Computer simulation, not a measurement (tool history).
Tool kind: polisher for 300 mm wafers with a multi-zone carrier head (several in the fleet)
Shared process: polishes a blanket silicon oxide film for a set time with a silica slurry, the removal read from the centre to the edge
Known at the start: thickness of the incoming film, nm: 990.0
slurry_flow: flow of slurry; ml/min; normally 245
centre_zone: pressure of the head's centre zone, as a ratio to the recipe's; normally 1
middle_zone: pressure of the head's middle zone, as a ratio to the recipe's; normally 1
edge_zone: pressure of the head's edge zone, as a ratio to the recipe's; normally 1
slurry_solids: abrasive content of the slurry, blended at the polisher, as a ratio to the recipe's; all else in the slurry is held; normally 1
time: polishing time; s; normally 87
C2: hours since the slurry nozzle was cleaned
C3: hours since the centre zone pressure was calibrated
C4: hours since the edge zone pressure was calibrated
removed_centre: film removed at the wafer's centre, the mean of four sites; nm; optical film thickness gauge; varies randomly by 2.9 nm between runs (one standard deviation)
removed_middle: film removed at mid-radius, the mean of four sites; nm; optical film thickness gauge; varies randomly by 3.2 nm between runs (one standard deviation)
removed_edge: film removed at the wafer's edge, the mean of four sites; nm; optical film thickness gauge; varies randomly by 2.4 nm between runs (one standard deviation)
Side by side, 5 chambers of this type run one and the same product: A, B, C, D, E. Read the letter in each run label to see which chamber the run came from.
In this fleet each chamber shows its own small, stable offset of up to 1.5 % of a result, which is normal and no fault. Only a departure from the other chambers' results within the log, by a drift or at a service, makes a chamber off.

At hour 4.2: chamber D: worn pad replaced by a new one.
At hour 10.7: chamber E: slurry nozzle cleaned.
Run 1E, hour 11: usual settings; wafers polished on this pad 971; C2 0.3; C3 314.3; C4 746.6. Result: removed_centre 219.63 nm, removed_middle 218.68 nm, removed_edge 222.96 nm.
Run 2D, hour 21.8: usual settings; wafers polished on this pad 156; C2 211.9; C3 583.4; C4 615.8. Result: removed_centre 225.96 nm, removed_middle 225.8 nm, removed_edge 222.04 nm.
Run 3C, hour 28.5: usual settings; wafers polished on this pad 786; C2 234.3; C3 1188.2; C4 739.8. Result: removed_centre 224.27 nm, removed_middle 221 nm, removed_edge 221.16 nm.
Run 4B, hour 41: usual settings; wafers polished on this pad 817; C2 629.2; C3 160.6; C4 1113.7. Result: removed_centre 217.59 nm, removed_middle 218.93 nm, removed_edge 217.3 nm.
Run 5A, hour 55.9: usual settings; wafers polished on this pad 500; C2 71.9; C3 351.5; C4 287.8. Result: removed_centre 217.36 nm, removed_middle 218.76 nm, removed_edge 216.24 nm.
At hour 59.2: chamber D: centre zone pressure recalibrated.
At hour 64.2: chamber C: worn pad replaced by a new one.
Run 6C, hour 69.2: usual settings but slurry_solids 0.8, time 112 s; wafers polished on this pad 45; C2 275; C3 1228.9; C4 780.5. Result: removed_centre 255.89 nm, removed_middle 249.28 nm, removed_edge 250.05 nm.
At hour 75.6: chamber E: worn pad replaced by a new one.
At hour 79.7: chamber C: slurry nozzle cleaned.
At hour 79.7: chamber C: centre zone pressure recalibrated.
Run 7E, hour 80.6: usual settings but slurry_solids 0.8, time 112 s; wafers polished on this pad 44; C2 69.9; C3 383.9; C4 816.2. Result: removed_centre 257.32 nm, removed_middle 251.12 nm, removed_edge 257.9 nm.
At hour 92.1: chamber A: worn pad replaced by a new one.
Run 8B, hour 95.3: usual settings but slurry_solids 0.8, time 112 s; wafers polished on this pad 1298; C2 683.5; C3 214.9; C4 1168. Result: removed_centre 245.22 nm, removed_middle 252.81 nm, removed_edge 256.56 nm.
Run 9A, hour 109.2: usual settings but slurry_solids 0.8, time 112 s; wafers polished on this pad 151; C2 125.2; C3 404.8; C4 341.1. Result: removed_centre 244.5 nm, removed_middle 256.35 nm, removed_edge 252.44 nm.
Run 10D, hour 122.1: usual settings but slurry_solids 0.8, time 112 s; wafers polished on this pad 1044; C2 312.2; C3 63; C4 716.1. Result: removed_centre 254.46 nm, removed_middle 259.07 nm, removed_edge 257.32 nm.
Run 11B, hour 136.4: usual settings; wafers polished on this pad 1662; C2 724.6; C3 256; C4 1209.1. Result: removed_centre 220.12 nm, removed_middle 216.91 nm, removed_edge 220.98 nm.
At hour 147.8: chamber D: worn pad replaced by a new one.
Run 12D, hour 149.8: usual settings; wafers polished on this pad 18; C2 339.9; C3 90.7; C4 743.8. Result: removed_centre 218.64 nm, removed_middle 224.82 nm, removed_edge 219.31 nm.
At hour 156.6: chamber D: edge zone pressure recalibrated.
Run 13A, hour 160.9: usual settings; wafers polished on this pad 610; C2 176.9; C3 456.5; C4 392.8. Result: removed_centre 218.88 nm, removed_middle 217.72 nm, removed_edge 219.01 nm.
Run 14E, hour 170.2: usual settings; wafers polished on this pad 838; C2 159.5; C3 473.5; C4 905.8. Result: removed_centre 215.29 nm, removed_middle 220.9 nm, removed_edge 221.12 nm.
At hour 179.2: chamber A: worn pad replaced by a new one.
Run 15C, hour 182.1: usual settings; wafers polished on this pad 1045; C2 102.5; C3 102.4; C4 893.4. Result: removed_centre 217.15 nm, removed_middle 218.89 nm, removed_edge 221.84 nm.
At hour 186.8: chamber B: slurry nozzle cleaned.
At hour 187.5: chamber C: worn pad replaced by a new one.
Run 16A, hour 196.1: usual settings; wafers polished on this pad 150; C2 212.1; C3 491.7; C4 428. Result: removed_centre 220.06 nm, removed_middle 218.11 nm, removed_edge 218.31 nm.
Run 17E, hour 209.6: usual settings; wafers polished on this pad 1187; C2 198.9; C3 512.9; C4 945.2. Result: removed_centre 223.59 nm, removed_middle 217.44 nm, removed_edge 219.35 nm.
Run 18C, hour 224.7: usual settings; wafers polished on this pad 330; C2 145.1; C3 145; C4 936. Result: removed_centre 222.47 nm, removed_middle 221.89 nm, removed_edge 218.48 nm.
Run 19D, hour 232.3: usual settings; wafers polished on this pad 749; C2 422.4; C3 173.2; C4 75.7. Result: removed_centre 222.7 nm, removed_middle 223.63 nm, removed_edge 220.68 nm.
At hour 235.2: chamber E: worn pad replaced by a new one.
Run 20B, hour 240.6: usual settings; wafers polished on this pad 2586; C2 53.8; C3 360.2; C4 1313.3. Result: removed_centre 213.68 nm, removed_middle 215.5 nm, removed_edge 214.29 nm.
Run 21B, hour 248.3: usual settings; wafers polished on this pad 2654; C2 61.5; C3 367.9; C4 1321. Result: removed_centre 215.95 nm, removed_middle 214.58 nm, removed_edge 216.02 nm.
Run 22C, hour 257.2: usual settings; wafers polished on this pad 618; C2 177.6; C3 177.5; C4 968.5. Result: removed_centre 217.26 nm, removed_middle 220.84 nm, removed_edge 217.91 nm.
At hour 260.9: chamber D: worn pad replaced by a new one.
At hour 268.3: chamber A: slurry nozzle cleaned.
Run 23E, hour 269.6: usual settings; wafers polished on this pad 304; C2 258.9; C3 572.9; C4 1005.2. Result: removed_centre 220.36 nm, removed_middle 221.98 nm, removed_edge 219.46 nm.
Run 24D, hour 276.5: usual settings; wafers polished on this pad 138; C2 466.6; C3 217.4; C4 119.9. Result: removed_centre 216.68 nm, removed_middle 223.24 nm, removed_edge 223.7 nm.
At hour 278.3: chamber A: worn pad replaced by a new one.
Run 25A, hour 289.5: usual settings; wafers polished on this pad 99; C2 21.3; C3 585.1; C4 521.4. Result: removed_centre 217.73 nm, removed_middle 223.49 nm, removed_edge 220.66 nm.
At hour 292: chamber E: centre zone pressure recalibrated.
Run 26D, hour 299: usual settings; wafers polished on this pad 338; C2 489.1; C3 239.9; C4 142.4. Result: removed_centre 216.83 nm, removed_middle 220.16 nm, removed_edge 218.05 nm.
Run 27C, hour 311.1: usual settings; wafers polished on this pad 1095; C2 231.5; C3 231.4; C4 1022.4. Result: removed_centre 214.58 nm, removed_middle 217.48 nm, removed_edge 224.02 nm.
Run 28A, hour 324.9: usual settings; wafers polished on this pad 413; C2 56.7; C3 620.5; C4 556.8. Result: removed_centre 219.74 nm, removed_middle 219.99 nm, removed_edge 218.16 nm.
At hour 325.5: chamber C: worn pad replaced by a new one.
Run 29E, hour 339.6: usual settings; wafers polished on this pad 925; C2 328.9; C3 47.6; C4 1075.2. Result: removed_centre 215.62 nm, removed_middle 219.02 nm, removed_edge 224.25 nm.
Run 30B, hour 347.5: usual settings; wafers polished on this pad 3533; C2 160.7; C3 467.1; C4 1420.2. Result: removed_centre 210.43 nm, removed_middle 207.66 nm, removed_edge 209.42 nm.
Run 31B, hour 361.3: usual settings but centre_zone 1.07, time 112 s; wafers polished on this pad 3656; C2 174.5; C3 480.9; C4 1434. Result: removed_centre 287.92 nm, removed_middle 274.47 nm, removed_edge 271.64 nm.
Run 32A, hour 374.3: usual settings but centre_zone 1.07, time 112 s; wafers polished on this pad 851; C2 106.1; C3 669.9; C4 606.2. Result: removed_centre 300.26 nm, removed_middle 284.85 nm, removed_edge 281.51 nm.
At hour 377.1: chamber D: worn pad replaced by a new one.
At hour 384.9: chamber E: worn pad replaced by a new one.
Run 33D, hour 385.1: usual settings but centre_zone 1.07, time 112 s; wafers polished on this pad 71; C2 575.2; C3 326; C4 228.5. Result: removed_centre 300.42 nm, removed_middle 276.06 nm, removed_edge 286.91 nm.
Run 34E, hour 393.5: usual settings but centre_zone 1.07, time 112 s; wafers polished on this pad 76; C2 382.8; C3 101.5; C4 1129.1. Result: removed_centre 306.05 nm, removed_middle 284.5 nm, removed_edge 284.17 nm.
Run 35C, hour 402.4: usual settings but centre_zone 1.07, time 112 s; wafers polished on this pad 682; C2 322.8; C3 322.7; C4 1113.7. Result: removed_centre 305.09 nm, removed_middle 282.71 nm, removed_edge 278.29 nm.
Run 36B, hour 416.9: usual settings; wafers polished on this pad 4148; C2 230.1; C3 536.5; C4 1489.6. Result: removed_centre 206.35 nm, removed_middle 205.04 nm, removed_edge 203.87 nm.
At hour 419.1: chamber C: slurry nozzle cleaned.
Run 37C, hour 430.8: usual settings; wafers polished on this pad 933; C2 11.7; C3 351.1; C4 1142.1. Result: removed_centre 220.79 nm, removed_middle 224.14 nm, removed_edge 218.92 nm.
Run 38D, hour 439.2: usual settings; wafers polished on this pad 550; C2 629.3; C3 380.1; C4 282.6. Result: removed_centre 222.53 nm, removed_middle 220.3 nm, removed_edge 225.1 nm.
Run 39E, hour 454.4: usual settings; wafers polished on this pad 616; C2 443.7; C3 162.4; C4 1190. Result: removed_centre 218.5 nm, removed_middle 217.45 nm, removed_edge 218.93 nm.

Has any chamber moved away from the others, gradually or after a service, or does the common gauge drift, or do the chambers differ only by their own small steady offsets? State the chamber and the most likely cause if one applies.

It is chamber B that slowly wanders off from its peers.
Likeliest cause: removal rate lost through wear of the pad, % = 8.07.

Here are 4 candidates for chamber B's next run, each the usual settings with a change, their results left as question marks. Which one brings its results back in line with what the others give on the usual settings?
In line here means within this much of the mean the other chambers give on the usual settings: removed_centre 10 nm; removed_middle 11 nm; removed_edge 8.2 nm
Run 40B-1, hour 465.4: usual settings but centre_zone 1.01, middle_zone 1.01, edge_zone 0.98, slurry_solids 0.95, time 74 s. Result: removed_centre ?, removed_middle ?, removed_edge ?.
Run 40B-2, hour 465.4: usual settings but slurry_flow 250 ml/min, middle_zone 0.99, edge_zone 1.02, slurry_solids 1.05, time 102 s. Result: removed_centre ?, removed_middle ?, removed_edge ?.
Run 40B-3, hour 465.4: usual settings but edge_zone 0.99, time 81 s. Result: removed_centre ?, removed_middle ?, removed_edge ?.
Run 40B-4, hour 465.4: usual settings but edge_zone 1.01, slurry_solids 1.05, time 93 s. Result: removed_centre ?, removed_middle ?, removed_edge ?.

Mean of the other chambers on the usual settings: removed_centre 218.48 nm; removed_middle 219.21 nm; removed_edge 219.5 nm
  run  removed_centre  removed_middle  removed_edge
40B-1          169.52          171.07        165.51
40B-2          242.36          242.72        244.25
40B-3          187.87          189.94        186.47
40B-4          220.42          222.84        221.11
40B-4 puts the chamber back in line with the other chambers.
